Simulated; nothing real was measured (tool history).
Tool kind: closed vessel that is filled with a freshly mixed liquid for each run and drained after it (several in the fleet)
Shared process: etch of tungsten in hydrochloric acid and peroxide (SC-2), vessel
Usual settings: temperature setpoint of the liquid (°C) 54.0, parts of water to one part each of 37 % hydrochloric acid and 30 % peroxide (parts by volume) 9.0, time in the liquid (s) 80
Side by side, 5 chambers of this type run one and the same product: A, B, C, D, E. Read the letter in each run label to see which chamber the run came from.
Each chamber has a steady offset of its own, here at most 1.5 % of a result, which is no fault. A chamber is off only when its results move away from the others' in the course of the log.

| run | hour | temperature setpoint of the liquid (°C) | parts of water to one part each of 37 % hydrochloric acid and 30 % peroxide (parts by volume) | time in the liquid (s) | hours since the thermometer was replaced | hours since the chemicals flow meter was replaced | hours since the drum of peroxide was connected | read-back film thickness of the tungsten reference wafer, read on the same gauge (nm) | thickness taken off the tungsten on a monitor wafer (angstrom) |
|---|---|---|---|---|---|---|---|---|---|
| 1A | 7.6 | 54.0 | 9.0 | 80 | 1082.2 | 2254.4 | 198.7 | 40.032 | 267.85 |
| 2E | 20.4 | 54.0 | 9.0 | 80 | 495.4 | 2575.0 | 283.2 | 40.019 | 272.97 |
| 3C | 33.5 | 54.0 | 9.0 | 80 | 782.3 | 410.3 | 141.7 | 39.967 | 266.16 |
| 4B | 44.5 | 54.0 | 9.0 | 80 | 1911.1 | 1485.8 | 135.5 | 40.023 | 267.34 |
| 5D | 52.9 | 54.0 | 9.0 | 60 | 692.5 | 317.3 | 289.3 | 39.992 | 204.58 |
| 6A | 60.6 | 54.0 | 9.0 | 60 | 1135.2 | 2307.4 | 251.7 | 39.963 | 200.66 |
| 7C | 72.3 | 54.0 | 9.0 | 60 | 821.1 | 449.1 | 180.5 | 40.009 | 202.15 |
| 8B | 79.7 | 54.0 | 9.0 | 60 | 1946.3 | 1521.0 | 170.7 | 40.047 | 200.97 |
| 9D | 89.9 | 54.0 | 9.0 | 60 | 729.5 | 354.3 | 326.3 | 39.989 | 200.46 |
| 10E | 98.1 | 54.0 | 9.0 | 80 | 573.1 | 2652.7 | 360.9 | 40.005 | 270.56 |
|  | 106.9 | chamber A: new drum of peroxide connected |
| 11B | 110.0 | 54.0 | 9.0 | 80 | 1976.6 | 1551.3 | 201.0 | 39.982 | 267.99 |
| 12C | 121.1 | 59.5 | 9.0 | 105 | 869.9 | 497.9 | 229.3 | 39.954 | 497.68 |
| 13E | 133.5 | 59.5 | 9.0 | 105 | 608.5 | 2688.1 | 396.3 | 40.005 | 503.87 |
| 14D | 146.7 | 59.5 | 9.0 | 105 | 786.3 | 411.1 | 383.1 | 40.019 | 495.24 |
| 15A | 159.5 | 59.5 | 9.0 | 105 | 1234.1 | 2406.3 | 52.6 | 40.013 | 495.11 |
| 16C | 168.0 | 59.5 | 9.0 | 105 | 916.8 | 544.8 | 276.2 | 39.974 | 497.20 |
| 17A | 176.1 | 54.0 | 9.0 | 80 | 1250.7 | 2422.9 | 69.2 | 39.973 | 268.54 |
|  | 188.3 | chamber E: chemicals flow meter replaced |
| 18E | 189.5 | 54.0 | 9.0 | 80 | 664.5 | 1.2 | 452.3 | 40.043 | 273.28 |
|  | 196.4 | chamber D: chemicals flow meter replaced |
| 19D | 196.7 | 54.0 | 9.0 | 50 | 836.3 | 0.3 | 433.1 | 39.992 | 168.61 |
| 20B | 209.1 | 54.0 | 9.0 | 50 | 2075.7 | 1650.4 | 300.1 | 40.042 | 166.68 |
| 21C | 215.3 | 54.0 | 9.0 | 50 | 964.1 | 592.1 | 323.5 | 39.969 | 167.66 |
| 22B | 228.0 | 54.0 | 9.0 | 50 | 2094.6 | 1669.3 | 319.0 | 39.981 | 167.72 |
| 23E | 237.4 | 54.0 | 9.0 | 50 | 712.4 | 49.1 | 500.2 | 39.966 | 168.23 |
| 24D | 245.7 | 54.0 | 9.0 | 80 | 885.3 | 49.3 | 482.1 | 39.948 | 264.99 |
|  | 246.5 | chamber E: thermometer replaced |
|  | 251.4 | chamber D: new drum of peroxide connected |
| 25A | 258.5 | 54.0 | 9.0 | 80 | 1333.1 | 2505.3 | 151.6 | 39.982 | 267.36 |
| 26B | 269.4 | 54.0 | 9.0 | 80 | 2136.0 | 1710.7 | 360.4 | 39.970 | 268.59 |
| 27A | 277.3 | 54.0 | 9.0 | 80 | 1351.9 | 2524.1 | 170.4 | 39.968 | 268.87 |
|  | 283.9 | chamber B: thermometer replaced |
| 28D | 286.1 | 54.0 | 9.0 | 80 | 925.7 | 89.7 | 34.8 | 40.000 | 263.88 |
| 29E | 299.8 | 61.5 | 9.0 | 80 | 53.3 | 111.5 | 562.6 | 39.998 | 428.92 |
| 30C | 310.1 | 61.5 | 9.0 | 80 | 1058.9 | 686.9 | 418.3 | 40.012 | 433.77 |
| 31C | 317.7 | 61.5 | 9.0 | 80 | 1066.5 | 694.5 | 425.9 | 40.005 | 429.78 |
| 32E | 326.2 | 61.5 | 9.0 | 80 | 79.7 | 137.9 | 589.0 | 40.022 | 436.46 |
|  | 332.7 | chamber C: thermometer replaced |
| 33B | 332.9 | 61.5 | 9.0 | 80 | 49.1 | 1774.2 | 423.9 | 39.978 | 429.29 |
|  | 344.7 | chamber A: chemicals flow meter replaced |
| 34D | 346.0 | 54.0 | 9.0 | 80 | 985.6 | 149.6 | 94.7 | 39.989 | 261.44 |
| 35A | 354.4 | 54.0 | 9.0 | 80 | 1429.0 | 9.8 | 247.5 | 40.014 | 265.64 |
| 36B | 366.7 | 54.0 | 9.0 | 80 | 82.9 | 1808.0 | 457.7 | 40.001 | 269.32 |
| 37E | 372.9 | 54.0 | 9.0 | 80 | 126.4 | 184.6 | 635.7 | 39.998 | 272.03 |
| 38D | 380.8 | 54.0 | 11.5 | 60 | 1020.4 | 184.4 | 129.5 | 40.041 | 159.19 |
| 39C | 390.1 | 54.0 | 11.5 | 60 | 57.4 | 766.9 | 498.3 | 39.985 | 164.86 |
| 40A | 402.1 | 54.0 | 11.5 | 60 | 1476.7 | 57.5 | 295.2 | 39.955 | 163.05 |
| 41C | 415.5 | 54.0 | 11.5 | 60 | 82.8 | 792.3 | 523.7 | 39.978 | 164.66 |

For the next run the whole fleet of 5 chambers uses the same settings. Give each chamber's results:
| 42A | 425.4 | 63.0 | 9.0 | 80 |  |  |  |  | ? |
| 42B | 425.4 | 63.0 | 9.0 | 80 |  |  |  |  | ? |
| 42C | 425.4 | 63.0 | 9.0 | 80 |  |  |  |  | ? |
| 42D | 425.4 | 63.0 | 9.0 | 80 |  |  |  |  | ? |
| 42E | 425.4 | 63.0 | 9.0 | 80 |  |  |  |  | ? |

| run | thickness taken off the tungsten on a monitor wafer (angstrom) |
|---|---|
| 42A | 477.37 |
| 42B | 469.52 |
| 42C | 475.92 |
| 42D | 463.09 |
| 42E | 475.07 |
